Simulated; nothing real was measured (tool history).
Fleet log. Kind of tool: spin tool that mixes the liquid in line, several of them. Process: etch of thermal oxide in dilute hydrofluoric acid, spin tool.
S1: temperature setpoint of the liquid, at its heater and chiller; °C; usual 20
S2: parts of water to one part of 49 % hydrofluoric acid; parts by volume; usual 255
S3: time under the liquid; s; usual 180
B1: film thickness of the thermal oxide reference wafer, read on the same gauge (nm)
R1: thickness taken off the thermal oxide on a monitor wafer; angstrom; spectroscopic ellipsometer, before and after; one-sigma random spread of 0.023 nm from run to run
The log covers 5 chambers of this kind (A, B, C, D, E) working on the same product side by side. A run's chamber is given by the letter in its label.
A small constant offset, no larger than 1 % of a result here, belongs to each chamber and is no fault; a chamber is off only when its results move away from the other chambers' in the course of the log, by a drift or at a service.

run	day	S1	S2	S3	B1	R1
1D	0.462	20	255	180	139.96	24.633
2B	0.938	20	255	180	140.01	24.319
3A	1.45	20	255	180	139.99	24.17
4C	1.704	20	255	180	139.99	24.619
5E	2.054	20	255	180	139.96	24.643
6D	2.325	20	255	180	139.99	24.787
7C	2.662	20	255	180	139.97	24.142
8E	2.988	20	255	180	140.01	24.805
9B	3.396	20	255	180	139.99	24.214
10A	3.792	20	255	180	139.98	24.394
11E	4.233	20	255	180	139.98	24.559
# day 4.708: chamber B: hydrofluoric acid flow meter replaced
12A	4.783	20	255	180	139.98	23.97
13D	5.346	20	255	180	139.98	24.473
14C	5.612	20	255	180	140.03	24.555
15B	5.867	20	255	180	140.03	24.375
16B	6.154	17	255	285	139.98	34.513
# day 6.162: chamber C: thermometer replaced
17E	6.696	17	255	285	140.01	34.583
18C	6.946	17	255	285	139.97	34.726
19D	7.233	17	255	285	140.01	34.346
20A	7.592	17	255	285	140.01	34.168
21B	8.138	20	255	180	139.98	24.436
22E	8.629	22	375	180	139.99	16.306
23C	9.033	22	375	180	140	16.028
24D	9.321	22	375	180	140.01	16.012
25A	9.704	22	375	180	140	16.116
26B	10.15	22	375	180	140	16.286
27D	10.596	20	255	180	140	24.047
28C	10.879	20	255	180	140.02	24.654
29A	11.246	20	255	180	140	24.357
# day 11.458: chamber C: hydrofluoric acid flow meter replaced
30E	11.538	20	255	180	139.98	24.655
31B	11.842	20	255	180	139.97	24.376
32D	12.204	20	255	180	140	24.259
33A	12.575	20	255	180	139.98	24.588
34E	13.083	20	255	180	140.04	24.681
35C	13.638	20	255	180	139.98	24.261
36A	14.2	20	255	180	140	24.282

Decide between three cases: one chamber stands off from its peers, the gauge reading all wafers drifts, or nothing is wrong past each chamber's small offset. Where a chamber is off, say which and what most likely put it there.

The fleet is healthy, with each chamber sitting at its usual small offset and no drift in the gauge.

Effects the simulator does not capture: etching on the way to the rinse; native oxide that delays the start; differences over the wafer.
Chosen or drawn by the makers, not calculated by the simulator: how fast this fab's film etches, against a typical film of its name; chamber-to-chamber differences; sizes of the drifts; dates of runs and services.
